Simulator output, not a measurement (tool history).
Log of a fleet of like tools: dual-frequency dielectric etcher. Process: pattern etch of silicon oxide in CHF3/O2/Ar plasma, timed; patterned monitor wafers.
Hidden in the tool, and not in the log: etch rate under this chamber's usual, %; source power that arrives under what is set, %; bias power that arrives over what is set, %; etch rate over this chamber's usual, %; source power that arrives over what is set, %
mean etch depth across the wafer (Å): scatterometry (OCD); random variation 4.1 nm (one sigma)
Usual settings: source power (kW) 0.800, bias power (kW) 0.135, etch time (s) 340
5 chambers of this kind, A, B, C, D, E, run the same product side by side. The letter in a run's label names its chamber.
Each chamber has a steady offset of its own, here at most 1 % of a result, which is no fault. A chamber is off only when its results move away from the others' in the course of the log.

run   hour  source power (kW)  bias power (kW)  etch time (s)  hours since the last wet clean  hours since the last source power generator calibration  hours since the last bias power generator calibration  read-back reference wafer on the same gauge, depth_nm  mean etch depth across the wafer (Å)
 1C   16.0              0.800            0.135            340                           296.0                                                    696.6                                                 1780.9                                                 640.80                                6859.9
 2D   24.6              0.800            0.135            340                           283.1                                                    825.4                                                 3356.8                                                 641.36                                6828.7
 3E   37.5              0.800            0.135            340                           685.4                                                   2575.2                                                  487.3                                                 642.69                                6840.9
 4A   50.1              0.800            0.135            340                           337.4                                                    744.3                                                 4247.5                                                 642.53                                6813.2
 5B   58.3              0.800            0.135            373                           161.4                                                   1492.7                                                 2621.3                                                 640.95                                7504.4
      62.6  -- chamber E: wet clean of the chamber
 6A   71.5              0.800            0.135            373                           358.8                                                    765.7                                                 4268.9                                                 642.47                                7457.3
      71.7  -- chamber D: wet clean of the chamber
 7C   79.9              0.800            0.135            373                           359.9                                                    760.5                                                 1844.8                                                 642.02                                7570.2
 8B   95.4              0.800            0.135            373                           198.5                                                   1529.8                                                 2658.4                                                 641.65                                7551.9
     107.5  -- chamber E: source power generator calibrated
 9E  111.3              0.800            0.135            373                            48.7                                                      3.8                                                  561.1                                                 641.68                                7597.6
10D  125.8              0.800            0.135            340                            54.2                                                    926.6                                                 3458.0                                                 641.39                                6787.2
11D  139.8              0.800            0.135            340                            68.2                                                    940.6                                                 3472.0                                                 641.70                                6805.5
12B  156.2              0.870            0.135            437                           259.3                                                   1590.6                                                 2719.2                                                 641.55                                9139.5
13A  170.6              0.870            0.135            437                           457.9                                                    864.8                                                 4368.0                                                 641.92                                8861.2
14C  177.8              0.870            0.135            437                           457.8                                                    858.4                                                 1942.7                                                 642.30                                9094.6
15E  186.5              0.870            0.135            437                           123.9                                                     79.0                                                  636.3                                                 642.30                                9156.3
16D  199.3              0.870            0.135            437                           127.7                                                   1000.1                                                 3531.5                                                 641.68                                9120.8
17A  212.8              0.800            0.135            340                           500.1                                                    907.0                                                 4410.2                                                 641.47                                6646.9
18B  222.0              0.800            0.135            340                           325.1                                                   1656.4                                                 2785.0                                                 641.85                                6909.7
19E  235.3              0.800            0.135            340                           172.7                                                    127.8                                                  685.1                                                 641.95                                6806.7
20C  251.1              0.670            0.109            340                           531.1                                                    931.7                                                 2016.0                                                 642.35                                5943.4
     255.7  -- chamber C: wet clean of the chamber
21A  261.4              0.670            0.109            340                           548.7                                                    955.6                                                 4458.8                                                 642.22                                5820.5
22C  272.1              0.670            0.109            340                            16.4                                                    952.7                                                 2037.0                                                 642.07                                5931.6
23D  282.5              0.670            0.109            340                           210.9                                                   1083.3                                                 3614.7                                                 642.64                                5948.8
24B  289.8              0.670            0.109            340                           392.9                                                   1724.2                                                 2852.8                                                 641.87                                6035.4
25E  304.7              0.800            0.135            340                           242.1                                                    197.2                                                  754.5                                                 642.63                                6909.7
26C  312.0              0.800            0.135            340                            56.3                                                    992.6                                                 2076.9                                                 641.94                                6865.2
27B  321.7              0.800            0.135            340                           424.8                                                   1756.1                                                 2884.7                                                 641.02                                6944.1
28D  333.7              0.800            0.135            340                           262.1                                                   1134.5                                                 3665.9                                                 641.00                                6776.3
29A  347.0              0.800            0.158            340                           634.3                                                   1041.2                                                 4544.4                                                 641.45                                6861.7
30E  356.2              0.800            0.158            340                           293.6                                                    248.7                                                  806.0                                                 641.88                                7293.8
31A  371.2              0.800            0.158            340                           658.5                                                   1065.4                                                 4568.6                                                 642.00                                6836.0
32B  384.1              0.800            0.158            340                           487.2                                                   1818.5                                                 2947.1                                                 642.65                                7343.2
33E  395.5              0.800            0.158            340                           332.9                                                    288.0                                                  845.3                                                 643.70                                7214.8
34C  404.7              0.800            0.135            340                           149.0                                                   1085.3                                                 2169.6                                                 641.06                                6812.9
35D  416.2              0.800            0.135            340                           344.6                                                   1217.0                                                 3748.4                                                 641.24                                6749.6
36C  432.5              0.800            0.135            340                           176.8                                                   1113.1                                                 2197.4                                                 642.02                                6811.0

What goes on in this fleet: one chamber off, a drifting gauge, or nothing beyond the chambers' own small offsets? Name the chamber and the cause, if any.

Chamber A drifts away from the others.
Cause: etch rate under this chamber's usual, % = 5.

Here are 4 candidates for chamber A's next run, each the usual settings with a change, their results left as question marks. Which one brings its results back in line with what the others give on the usual settings?
In line means no further than this from the other chambers' mean on the usual settings: mean etch depth across the wafer (Å) 140.0
37A-1  444.3              0.810            0.137          358.0                                                                                                                                                                                                                                            ?
37A-2  444.3              0.790            0.133          322.0                                                                                                                                                                                                                                            ?
37A-3  444.3              0.800            0.138          372.5                                                                                                                                                                                                                                            ?
37A-4  444.3              0.630            0.135          340.0                                                                                                                                                                                                                                            ?

The other chambers' mean on the usual settings: mean etch depth across the wafer (Å) 6861.3
  run  mean etch depth across the wafer (Å)
37A-1                                6868.6
37A-2                                6062.7
37A-3                                7128.0
37A-4                                5886.8
37A-1 brings the chamber back in line.
